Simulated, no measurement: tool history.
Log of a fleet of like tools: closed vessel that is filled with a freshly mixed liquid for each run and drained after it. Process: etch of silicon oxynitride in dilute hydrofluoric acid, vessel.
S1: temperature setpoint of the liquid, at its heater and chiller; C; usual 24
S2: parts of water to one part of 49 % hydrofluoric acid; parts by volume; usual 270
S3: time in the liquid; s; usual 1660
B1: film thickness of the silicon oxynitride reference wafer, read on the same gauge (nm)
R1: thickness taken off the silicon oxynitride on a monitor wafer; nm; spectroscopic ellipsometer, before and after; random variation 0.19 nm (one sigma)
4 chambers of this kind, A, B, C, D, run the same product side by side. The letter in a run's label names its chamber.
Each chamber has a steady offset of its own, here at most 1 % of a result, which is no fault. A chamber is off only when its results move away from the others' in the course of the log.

run 1B hour=10.5 | S1=24 S2=270 S3=1660 | B1=89.974 | R1=25.931
-- hour=11.8 chamber B: thermometer replaced
run 2A hour=16.9 | S1=24 S2=270 S3=1660 | B1=90.007 | R1=25.364
run 3D hour=25.7 | S1=24 S2=270 S3=1660 | B1=90.031 | R1=25.752
run 4C hour=36.8 | S1=24 S2=270 S3=1660 | B1=90.009 | R1=26.107
run 5B hour=43.7 | S1=24 S2=270 S3=1660 | B1=90.032 | R1=25.925
run 6A hour=55.2 | S1=24 S2=270 S3=1660 | B1=89.977 | R1=25.956
run 7C hour=64.5 | S1=24 S2=270 S3=1660 | B1=90.016 | R1=25.978
run 8D hour=72.2 | S1=24 S2=270 S3=1660 | B1=89.984 | R1=25.827
run 9C hour=85 | S1=24 S2=270 S3=1660 | B1=89.993 | R1=25.732
run 10D hour=95.9 | S1=24 S2=270 S3=1660 | B1=89.987 | R1=26.257
run 11B hour=105 | S1=24 S2=270 S3=1660 | B1=89.991 | R1=26.129
run 12A hour=112.2 | S1=24 S2=270 S3=1660 | B1=90.005 | R1=25.728
run 13B hour=119.5 | S1=24 S2=270 S3=1660 | B1=89.987 | R1=25.298
run 14D hour=126.6 | S1=24 S2=270 S3=1660 | B1=89.992 | R1=25.988
run 15C hour=137.3 | S1=24 S2=270 S3=1660 | B1=90.036 | R1=25.736
run 16A hour=147.6 | S1=24 S2=270 S3=1660 | B1=90.008 | R1=25.99
run 17D hour=160.5 | S1=24 S2=270 S3=1660 | B1=90.046 | R1=26.145
run 18C hour=166.6 | S1=24 S2=270 S3=1660 | B1=89.983 | R1=25.823
run 19B hour=176.8 | S1=19 S2=270 S3=1660 | B1=90.013 | R1=20.7
run 20A hour=187 | S1=19 S2=270 S3=1660 | B1=89.971 | R1=20.446
run 21D hour=197.6 | S1=19 S2=270 S3=1660 | B1=90.02 | R1=20.6
run 22C hour=206.9 | S1=19 S2=270 S3=1660 | B1=90.021 | R1=20.796
run 23A hour=220.1 | S1=24 S2=270 S3=1660 | B1=90.023 | R1=25.745
run 24B hour=230.6 | S1=24 S2=365 S3=1660 | B1=90.027 | R1=18.106
run 25D hour=243.3 | S1=24 S2=365 S3=1660 | B1=89.994 | R1=17.736
run 26C hour=251.8 | S1=24 S2=365 S3=1660 | B1=89.963 | R1=17.714
run 27B hour=258.1 | S1=24 S2=365 S3=1660 | B1=89.973 | R1=17.946
run 28A hour=270.3 | S1=24 S2=185 S3=1050 | B1=89.976 | R1=24.767
run 29A hour=277.4 | S1=24 S2=185 S3=1050 | B1=90.006 | R1=24.346
run 30C hour=287.5 | S1=24 S2=185 S3=1050 | B1=89.989 | R1=25.484
run 31D hour=300.9 | S1=24 S2=185 S3=1050 | B1=90.004 | R1=25.349
run 32B hour=308.1 | S1=24 S2=270 S3=1660 | B1=89.962 | R1=25.492
run 33C hour=314.6 | S1=22 S2=270 S3=870 | B1=89.993 | R1=12.454
run 34B hour=323.9 | S1=22 S2=270 S3=870 | B1=89.983 | R1=12.431
run 35A hour=330.4 | S1=22 S2=270 S3=870 | B1=90.029 | R1=11.849
run 36D hour=340.6 | S1=22 S2=270 S3=870 | B1=89.979 | R1=12.538
run 37B hour=352.6 | S1=24 S2=270 S3=1660 | B1=90.024 | R1=25.411
run 38A hour=363.7 | S1=26.5 S2=270 S3=2515 | B1=89.997 | R1=40.877
run 39C hour=372.7 | S1=26.5 S2=270 S3=2515 | B1=89.98 | R1=43.249
run 40D hour=384.9 | S1=26.5 S2=270 S3=2515 | B1=89.98 | R1=44.477
run 41B hour=393.1 | S1=26.5 S2=270 S3=2515 | B1=89.986 | R1=43.561

What goes on in this fleet: one chamber off, a drifting gauge, or nothing beyond the chambers' own small offsets? Name the chamber and the cause, if any.

Chamber A drifts away from the others.
Cause: hydrofluoric acid flow below the setpoint (%) = 4.7.
The log may not tell that from: liquid colder than its thermometer reads (K).

Here are 4 candidates for chamber A's next run, each the usual settings with a change, their results left as question marks. Which one brings its results back in line with what the others give on the usual settings?
In line means no further than this from the other chambers' mean on the usual settings: R1 0.66 nm
run 42A-1 hour=403 | S1=24 S2=255 S3=1755 | R1=?
run 42A-2 hour=403 | S1=24 S2=275 S3=1610 | R1=?
run 42A-3 hour=403 | S1=24 S2=285 S3=1565 | R1=?
run 42A-4 hour=403 | S1=24 S2=265 S3=1715 | R1=?

The other chambers' mean on the usual settings: R1 25.821 nm
run=42A-1 R1=27.476
run=42A-2 R1=23.024
run=42A-3 R1=21.436
run=42A-4 R1=25.642
42A-4 brings the chamber back in line.
